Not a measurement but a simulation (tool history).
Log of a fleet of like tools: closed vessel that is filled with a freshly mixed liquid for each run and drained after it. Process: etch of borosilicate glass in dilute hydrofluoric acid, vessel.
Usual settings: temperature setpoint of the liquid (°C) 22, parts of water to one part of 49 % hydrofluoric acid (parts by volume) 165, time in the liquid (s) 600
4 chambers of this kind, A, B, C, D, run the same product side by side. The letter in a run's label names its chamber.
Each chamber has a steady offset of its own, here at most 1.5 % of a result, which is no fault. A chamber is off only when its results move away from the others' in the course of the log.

run	hour	temperature setpoint of the liquid (°C)	parts of water to one part of 49 % hydrofluoric acid (parts by volume)	time in the liquid (s)	read-back film thickness of the borosilicate glass reference wafer, read on the same gauge (nm)	thickness taken off the borosilicate glass on a monitor wafer (nm)
1D	8.7	22	165	600	79.953	56.33
2A	13.5	22	165	600	79.998	54.65
# hour 20.4: chamber C: hydrofluoric acid flow meter replaced
3B	22.9	22	165	600	80.034	54.541
4C	32.6	22	165	600	80.02	54.306
# hour 35.4: chamber C: thermometer replaced
5C	39.5	22	165	600	80.041	54.325
6A	48.5	22	165	600	79.946	55.582
7B	54.3	22	165	600	80.004	56.265
8D	62.9	22	165	600	79.993	55.512
9B	67.3	22	165	600	80.01	55.525
10A	74.1	22	165	600	80.016	55.741
11D	78.8	22	165	600	79.995	55.653
# hour 80: chamber A: hydrofluoric acid flow meter replaced
12C	85.4	22	165	600	79.998	55.055
13A	95.4	22	165	600	79.995	55.554
14C	104.1	22	165	600	79.998	54.366
15D	108.8	22	165	415	80.011	39.037
16B	114.9	22	165	415	79.999	38.211
17B	120.3	22	165	415	80.033	38.84
18D	125	22	165	415	80.029	38.516
19A	129.9	22	165	600	80.011	54.739
20C	139.9	22	165	600	79.992	54.336
21A	150.1	22	165	600	80.012	55.466
22D	156.9	22	165	600	80.079	56.018
23B	162.7	22	165	600	79.951	54.118
24C	171.7	22	165	600	79.972	53.916
25D	178	22	165	600	79.994	55.463

All 4 chambers run these settings next. Forecast each chamber's results:
26A	185.2	22	165	600		?
26B	185.2	22	165	600		?
26C	185.2	22	165	600		?
26D	185.2	22	165	600		?

run	thickness taken off the borosilicate glass on a monitor wafer (nm)
26A	56.022
26B	54.562
26C	55.05
26D	56.264

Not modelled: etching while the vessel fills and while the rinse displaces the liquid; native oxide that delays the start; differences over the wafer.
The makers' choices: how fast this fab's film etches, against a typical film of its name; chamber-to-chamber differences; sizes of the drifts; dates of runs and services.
